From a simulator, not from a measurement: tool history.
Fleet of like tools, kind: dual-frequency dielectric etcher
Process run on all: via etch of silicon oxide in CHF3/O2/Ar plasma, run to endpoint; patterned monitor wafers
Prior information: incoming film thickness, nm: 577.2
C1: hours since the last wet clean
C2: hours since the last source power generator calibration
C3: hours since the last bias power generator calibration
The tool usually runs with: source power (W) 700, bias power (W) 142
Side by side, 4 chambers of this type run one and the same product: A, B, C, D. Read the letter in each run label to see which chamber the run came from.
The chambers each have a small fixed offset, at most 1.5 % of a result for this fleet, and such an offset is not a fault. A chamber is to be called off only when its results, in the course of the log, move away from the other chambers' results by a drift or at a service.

Run 1C, hour 9.7: usual settings; C1 354.2; C2 3257; C3 1028.2. Result: endpoint time (s) 297.69.
Run 2D, hour 19.2: usual settings; C1 287.5; C2 433.1; C3 1578.5. Result: endpoint time (s) 299.31.
Run 3B, hour 30.2: usual settings; C1 204.2; C2 267.5; C3 1312.2. Result: endpoint time (s) 299.01.
Run 4A, hour 40.6: usual settings; C1 163; C2 1869.3; C3 1763. Result: endpoint time (s) 294.23.
At hour 49.2: chamber C: wet clean of the chamber.
Run 5D, hour 53.3: usual settings; C1 321.6; C2 467.2; C3 1612.6. Result: endpoint time (s) 295.82.
Run 6C, hour 66: usual settings; C1 16.8; C2 3313.3; C3 1084.5. Result: endpoint time (s) 298.69.
Run 7A, hour 81.5: usual settings; C1 203.9; C2 1910.2; C3 1803.9. Result: endpoint time (s) 290.34.
Run 8B, hour 94.7: usual settings; C1 268.7; C2 332; C3 1376.7. Result: endpoint time (s) 297.91.
Run 9C, hour 102.6: usual settings; C1 53.4; C2 3349.9; C3 1121.1. Result: endpoint time (s) 296.31.
Run 10B, hour 112: usual settings; C1 286; C2 349.3; C3 1394. Result: endpoint time (s) 295.67.
Run 11D, hour 122.7: usual settings; C1 391; C2 536.6; C3 1682. Result: endpoint time (s) 298.5.
Run 12A, hour 135.6: usual settings; C1 258; C2 1964.3; C3 1858. Result: endpoint time (s) 292.81.
Run 13A, hour 146.9: usual settings; C1 269.3; C2 1975.6; C3 1869.3. Result: endpoint time (s) 293.68.
Run 14B, hour 158.8: usual settings; C1 332.8; C2 396.1; C3 1440.8. Result: endpoint time (s) 296.33.
Run 15D, hour 167.4: usual settings; C1 435.7; C2 581.3; C3 1726.7. Result: endpoint time (s) 297.95.
Run 16C, hour 176.3: usual settings; C1 127.1; C2 3423.6; C3 1194.8. Result: endpoint time (s) 294.65.
At hour 188.2: chamber D: bias power generator calibrated.
Run 17C, hour 189.6: usual settings but source power (W) 750; C1 140.4; C2 3436.9; C3 1208.1. Result: endpoint time (s) 284.82.
Run 18D, hour 204.8: usual settings but source power (W) 750; C1 473.1; C2 618.7; C3 16.6. Result: endpoint time (s) 291.42.
Run 19B, hour 217.4: usual settings but source power (W) 750; C1 391.4; C2 454.7; C3 1499.4. Result: endpoint time (s) 288.7.
Run 20A, hour 226.9: usual settings but source power (W) 750; C1 349.3; C2 2055.6; C3 1949.3. Result: endpoint time (s) 286.48.
Run 21A, hour 241.2: usual settings; C1 363.6; C2 2069.9; C3 1963.6. Result: endpoint time (s) 295.39.
Run 22B, hour 250.1: usual settings; C1 424.1; C2 487.4; C3 1532.1. Result: endpoint time (s) 297.
At hour 255.1: chamber D: wet clean of the chamber.
Run 23C, hour 263: usual settings; C1 213.8; C2 3510.3; C3 1281.5. Result: endpoint time (s) 297.89.
At hour 265.2: chamber A: bias power generator calibrated.
Run 24D, hour 270.4: usual settings; C1 15.3; C2 684.3; C3 82.2. Result: endpoint time (s) 294.3.
Run 25D, hour 277.5: usual settings; C1 22.4; C2 691.4; C3 89.3. Result: endpoint time (s) 297.11.
Run 26A, hour 293.1: usual settings; C1 415.5; C2 2121.8; C3 27.9. Result: endpoint time (s) 293.75.
Run 27C, hour 307.3: usual settings but source power (W) 570, bias power (W) 155; C1 258.1; C2 3554.6; C3 1325.8. Result: endpoint time (s) 312.43.
Run 28B, hour 316.5: usual settings but source power (W) 570, bias power (W) 155; C1 490.5; C2 553.8; C3 1598.5. Result: endpoint time (s) 311.74.
Run 29C, hour 331.2: usual settings but source power (W) 570, bias power (W) 155; C1 282; C2 3578.5; C3 1349.7. Result: endpoint time (s) 314.25.
Run 30D, hour 343.9: usual settings but source power (W) 570, bias power (W) 155; C1 88.8; C2 757.8; C3 155.7. Result: endpoint time (s) 311.49.
Run 31B, hour 359.3: usual settings but source power (W) 770; C1 533.3; C2 596.6; C3 1641.3. Result: endpoint time (s) 282.22.
Run 32A, hour 367.2: usual settings but source power (W) 770; C1 489.6; C2 2195.9; C3 102. Result: endpoint time (s) 282.94.
At hour 380.3: chamber B: wet clean of the chamber.
Run 33B, hour 382.8: usual settings but source power (W) 770; C1 2.5; C2 620.1; C3 1664.8. Result: endpoint time (s) 284.8.
At hour 384.5: chamber A: wet clean of the chamber.
At hour 390.3: chamber C: wet clean of the chamber.
Run 34A, hour 390.3: usual settings but source power (W) 770; C1 5.9; C2 2219; C3 125.1. Result: endpoint time (s) 283.65.
Run 35C, hour 397.6: usual settings; C1 7.4; C2 3644.9; C3 1416.1. Result: endpoint time (s) 292.7.
Run 36D, hour 409.7: usual settings; C1 154.6; C2 823.6; C3 221.5. Result: endpoint time (s) 295.77.
Run 37A, hour 419.2: usual settings; C1 34.8; C2 2247.9; C3 154. Result: endpoint time (s) 290.19.
Run 38B, hour 427: usual settings; C1 46.7; C2 664.3; C3 1709. Result: endpoint time (s) 301.52.

Which is it: a chamber that has drifted or been left off by a service, a gauge drift common to all chambers, or only each chamber's usual small offset? If a chamber is off, name it and its likeliest cause.

No chamber is off and the gauge is stable; the differences are just each chamber's small, constant offset.
